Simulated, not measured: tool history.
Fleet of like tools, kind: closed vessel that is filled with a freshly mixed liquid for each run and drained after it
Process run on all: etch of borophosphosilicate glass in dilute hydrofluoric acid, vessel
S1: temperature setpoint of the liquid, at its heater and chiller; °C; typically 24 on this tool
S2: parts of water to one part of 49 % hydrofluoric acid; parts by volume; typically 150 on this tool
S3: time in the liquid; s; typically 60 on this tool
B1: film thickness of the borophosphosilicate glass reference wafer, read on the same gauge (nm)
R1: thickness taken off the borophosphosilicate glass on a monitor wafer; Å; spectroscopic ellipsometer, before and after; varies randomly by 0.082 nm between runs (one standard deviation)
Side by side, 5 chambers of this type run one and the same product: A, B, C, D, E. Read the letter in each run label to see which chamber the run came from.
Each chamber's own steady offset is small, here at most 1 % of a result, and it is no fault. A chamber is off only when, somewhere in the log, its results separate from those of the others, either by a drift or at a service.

{"run": "1B", "hour": 6.7, "S1": 24, "S2": 150, "S3": 60, "B1": 120.01, "R1": 145.58}
{"run": "2E", "hour": 16.4, "S1": 24, "S2": 150, "S3": 60, "B1": 119.99, "R1": 146.74}
{"run": "3D", "hour": 27.1, "S1": 24, "S2": 150, "S3": 60, "B1": 119.98, "R1": 145.85}
{"run": "4A", "hour": 36.9, "S1": 24, "S2": 150, "S3": 60, "B1": 119.97, "R1": 143.76}
{"run": "5C", "hour": 49.2, "S1": 24, "S2": 150, "S3": 60, "B1": 120, "R1": 146.44}
{"run": "6C", "hour": 56.9, "S1": 24, "S2": 150, "S3": 60, "B1": 119.99, "R1": 146.29}
{"run": "7B", "hour": 69.7, "S1": 24, "S2": 150, "S3": 60, "B1": 120, "R1": 146.39}
{"run": "8E", "hour": 76.3, "S1": 24, "S2": 150, "S3": 60, "B1": 120.01, "R1": 145.62}
{"hour": 79.3, "done": "chamber B: hydrofluoric acid flow meter replaced"}
{"run": "9A", "hour": 89.5, "S1": 27, "S2": 150, "S3": 60, "B1": 120.01, "R1": 162.13}
{"run": "10D", "hour": 98.0, "S1": 27, "S2": 150, "S3": 60, "B1": 120.02, "R1": 163.09}
{"run": "11B", "hour": 106.1, "S1": 27, "S2": 150, "S3": 60, "B1": 120, "R1": 162.98}
{"run": "12D", "hour": 116.5, "S1": 27, "S2": 150, "S3": 60, "B1": 120.01, "R1": 162.77}
{"run": "13E", "hour": 129.2, "S1": 27, "S2": 150, "S3": 60, "B1": 120, "R1": 164.46}
{"run": "14A", "hour": 141.5, "S1": 24, "S2": 215, "S3": 60, "B1": 120, "R1": 94.552}
{"run": "15C", "hour": 153.8, "S1": 24, "S2": 215, "S3": 60, "B1": 120, "R1": 95.336}
{"run": "16A", "hour": 163.0, "S1": 24, "S2": 215, "S3": 60, "B1": 119.99, "R1": 93.991}
{"run": "17E", "hour": 170.9, "S1": 24, "S2": 215, "S3": 60, "B1": 120.02, "R1": 94.812}
{"run": "18C", "hour": 183.7, "S1": 24, "S2": 215, "S3": 60, "B1": 120, "R1": 94.856}
{"run": "19B", "hour": 194.5, "S1": 24, "S2": 150, "S3": 60, "B1": 119.99, "R1": 145.98}
{"run": "20D", "hour": 204.0, "S1": 24, "S2": 150, "S3": 60, "B1": 119.99, "R1": 147.47}
{"run": "21A", "hour": 211.7, "S1": 24, "S2": 150, "S3": 60, "B1": 120, "R1": 142.46}
{"run": "22E", "hour": 222.6, "S1": 24, "S2": 150, "S3": 60, "B1": 119.99, "R1": 146.75}
{"run": "23C", "hour": 236.2, "S1": 24, "S2": 150, "S3": 60, "B1": 120, "R1": 146.1}
{"run": "24D", "hour": 247.8, "S1": 24, "S2": 150, "S3": 60, "B1": 120, "R1": 146.38}
{"run": "25B", "hour": 256.2, "S1": 26, "S2": 150, "S3": 95, "B1": 120.01, "R1": 249.27}
{"hour": 258.8, "done": "chamber E: thermometer replaced"}
{"run": "26A", "hour": 270.0, "S1": 26, "S2": 150, "S3": 95, "B1": 119.99, "R1": 240.19}
{"run": "27C", "hour": 283.1, "S1": 26, "S2": 150, "S3": 95, "B1": 120, "R1": 247.48}
{"run": "28B", "hour": 297.8, "S1": 26, "S2": 150, "S3": 95, "B1": 119.99, "R1": 245.85}
{"run": "29D", "hour": 305.2, "S1": 26, "S2": 150, "S3": 95, "B1": 120.02, "R1": 250.53}
{"run": "30E", "hour": 312.3, "S1": 24, "S2": 150, "S3": 60, "B1": 120.01, "R1": 146.66}
{"run": "31C", "hour": 322.0, "S1": 24, "S2": 150, "S3": 60, "B1": 120.01, "R1": 144.19}
{"run": "32E", "hour": 331.2, "S1": 24, "S2": 150, "S3": 60, "B1": 120, "R1": 144.92}
{"run": "33A", "hour": 343.9, "S1": 24, "S2": 150, "S3": 60, "B1": 120, "R1": 136.06}
{"run": "34B", "hour": 351.1, "S1": 24, "S2": 150, "S3": 60, "B1": 120.01, "R1": 144.07}
{"run": "35D", "hour": 364.4, "S1": 27.5, "S2": 85, "S3": 60, "B1": 120, "R1": 325.16}
{"run": "36E", "hour": 378.5, "S1": 27.5, "S2": 85, "S3": 60, "B1": 120, "R1": 317.51}
{"run": "37C", "hour": 387.6, "S1": 27.5, "S2": 85, "S3": 60, "B1": 119.99, "R1": 318.51}
{"run": "38A", "hour": 396.2, "S1": 27.5, "S2": 85, "S3": 60, "B1": 120, "R1": 299.3}

The same settings go to every chamber for the next run, one line per chamber below. Forecast the results for each:
{"run": "39A", "hour": 406.9, "S1": 26, "S2": 150, "S3": 60, "R1": "?"}
{"run": "39B", "hour": 406.9, "S1": 26, "S2": 150, "S3": 60, "R1": "?"}
{"run": "39C", "hour": 406.9, "S1": 26, "S2": 150, "S3": 60, "R1": "?"}
{"run": "39D", "hour": 406.9, "S1": 26, "S2": 150, "S3": 60, "R1": "?"}
{"run": "39E", "hour": 406.9, "S1": 26, "S2": 150, "S3": 60, "R1": "?"}

run=39A R1=143.79
run=39B R1=157.95
run=39C R1=156.28
run=39D R1=156.95
run=39E R1=158.92

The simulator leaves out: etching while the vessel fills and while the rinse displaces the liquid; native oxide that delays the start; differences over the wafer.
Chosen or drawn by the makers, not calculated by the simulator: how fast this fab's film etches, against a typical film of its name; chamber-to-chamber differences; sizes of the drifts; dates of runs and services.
